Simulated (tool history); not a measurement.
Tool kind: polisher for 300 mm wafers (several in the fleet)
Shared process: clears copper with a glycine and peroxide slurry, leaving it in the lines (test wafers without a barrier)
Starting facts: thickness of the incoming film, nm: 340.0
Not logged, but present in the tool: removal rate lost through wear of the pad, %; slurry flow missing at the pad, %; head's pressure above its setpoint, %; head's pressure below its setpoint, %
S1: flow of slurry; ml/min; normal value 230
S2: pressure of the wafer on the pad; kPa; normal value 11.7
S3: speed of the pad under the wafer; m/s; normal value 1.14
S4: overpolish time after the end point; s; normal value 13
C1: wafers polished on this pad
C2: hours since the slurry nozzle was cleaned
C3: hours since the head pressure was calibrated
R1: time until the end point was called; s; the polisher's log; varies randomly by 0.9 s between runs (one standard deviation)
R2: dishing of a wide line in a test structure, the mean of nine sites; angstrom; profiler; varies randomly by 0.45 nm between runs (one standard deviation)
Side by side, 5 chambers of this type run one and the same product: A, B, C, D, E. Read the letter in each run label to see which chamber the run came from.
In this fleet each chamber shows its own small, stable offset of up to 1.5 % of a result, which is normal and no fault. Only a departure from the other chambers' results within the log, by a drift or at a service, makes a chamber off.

run	day	S1	S2	S3	S4	C1	C2	C3	R1	R2
# day 0.371: chamber C: slurry nozzle cleaned
# day 0.392: chamber E: worn pad replaced by a new one
1C	0.579	230	11.7	1.14	13	455	5.1	794.5	79.984	389.84
# day 0.625: chamber B: worn pad replaced by a new one
2A	1.129	230	11.7	1.14	13	534	62.1	320.8	80.795	387.62
3B	1.662	230	11.7	1.14	13	320	241.1	195.4	80.475	386.82
# day 1.942: chamber D: worn pad replaced by a new one
4D	1.942	230	11.7	1.14	13	1	583.8	500.1	78.137	396.16
# day 2.242: chamber B: slurry nozzle cleaned
5E	2.254	230	11.7	1.14	13	574	606.1	533.3	80.126	395.9
6A	2.833	230	11.7	1.14	13	1059	103	361.7	79.528	389.38
7E	3.388	230	11.7	1.14	13	924	633.3	560.5	79.272	401.02
# day 3.4: chamber E: worn pad replaced by a new one
# day 3.438: chamber B: worn pad replaced by a new one
# day 3.621: chamber A: worn pad replaced by a new one
8D	3.829	230	11.7	1.14	13	583	629.1	545.4	80.416	388.35
9B	4.112	230	11.7	1.14	13	209	44.9	254.2	79.508	394.14
# day 4.217: chamber C: worn pad replaced by a new one
10C	4.392	230	11.7	1.14	13	54	96.6	886	81.009	397.94
11E	4.792	230	11.7	1.14	13	430	667	594.2	78.434	387.88
12D	5.308	230	11.7	1.14	13	1039	664.6	580.9	79.992	385.65
# day 5.571: chamber C: head pressure recalibrated
13B	5.729	230	11.7	1.14	13	707	83.7	293	80.071	394.63
# day 5.783: chamber D: worn pad replaced by a new one
# day 5.833: chamber B: worn pad replaced by a new one
# day 6.046: chamber E: slurry nozzle cleaned
14A	6.283	230	11.7	1.14	13	821	185.8	444.5	81.05	390.56
# day 6.321: chamber E: worn pad replaced by a new one
15C	6.583	230	11.7	1.14	13	730	149.2	24.4	86.819	360.95
16B	7.179	230	11.7	1.14	13	415	118.5	327.8	78.471	392.09
17A	7.671	230	11.7	1.14	13	1248	219.1	477.8	79.929	393.2
18D	8.092	230	11.7	1.14	13	712	731.4	647.7	80.18	387.67
# day 8.125: chamber A: worn pad replaced by a new one
# day 8.15: chamber B: worn pad replaced by a new one
19C	8.458	230	11.7	1.14	13	1308	194.2	69.4	87.062	368.3
# day 8.625: chamber E: worn pad replaced by a new one
20E	8.854	230	11.7	1.14	13	71	67.5	691.7	77.175	392.35
# day 8.912: chamber C: worn pad replaced by a new one
21B	9.146	230	11.7	1.14	13	307	165.7	375	79.07	394.82
# day 9.162: chamber D: worn pad replaced by a new one
# day 9.162: chamber D: slurry nozzle cleaned
# day 9.55: chamber C: slurry nozzle cleaned
22A	9.583	230	11.7	1.14	13	449	265	523.7	82.029	388.52
23E	10.062	230	11.7	1.14	13	444	96.5	720.7	80.317	393.89
24C	10.525	230	11.7	1.14	13	497	23.4	119	85.257	365.67
# day 10.867: chamber B: worn pad replaced by a new one
25D	10.946	230	11.7	1.14	13	550	42.8	716.2	79.781	388.47
26B	11.279	230	11.7	1.14	13	127	216.9	426.2	78.024	389.62
# day 11.675: chamber E: worn pad replaced by a new one
27C	11.825	230	11.7	1.14	13	898	54.6	150.2	84.834	362.56
# day 11.95: chamber A: worn pad replaced by a new one
28A	12.167	230	11.7	1.14	13	67	327	585.7	81.975	387.8
29D	12.454	230	11.7	1.28	13	1015	79	752.4	73.124	406.68
30E	13.058	230	11.7	1.28	13	426	168.4	792.6	73.337	421.02
31B	13.367	230	11.7	1.28	13	771	267	476.3	72.406	418.4

Read the log: is a single chamber off, either drifting away or since a service, is the gauge that measures every chamber drifting, or is nothing wrong beyond small per-chamber offsets? Name any odd chamber and what most likely caused it.

The work done on chamber C during a service left it standing apart from the others.
What lies behind it: head's pressure below its setpoint, % = 9.

Below are 4 candidate recipes for chamber C's next run, each the usual settings with a change, their results shown as question marks. Which of them brings C's results back in line with what the other chambers give on the usual settings?
In-line tolerance around the mean of the other chambers on the usual settings: R1 3.2 s; R2 16 angstrom
32C-1	13.817	230	11	1.08	13				?	?
32C-2	13.817	225	10.3	1.04	13				?	?
32C-3	13.817	230	12.4	1.2	13				?	?
32C-4	13.817	235	13.1	1.24	13				?	?

The other chambers' mean on the usual settings: R1 80.14 s; R2 389.92 angstrom
run	R1	R2
32C-1	94.175	336.24
32C-2	101.63	313.84
32C-3	79.691	390.09
32C-4	74.294	415.14
The answer is 32C-3, which returns the chamber to within the allowed miss of the others.
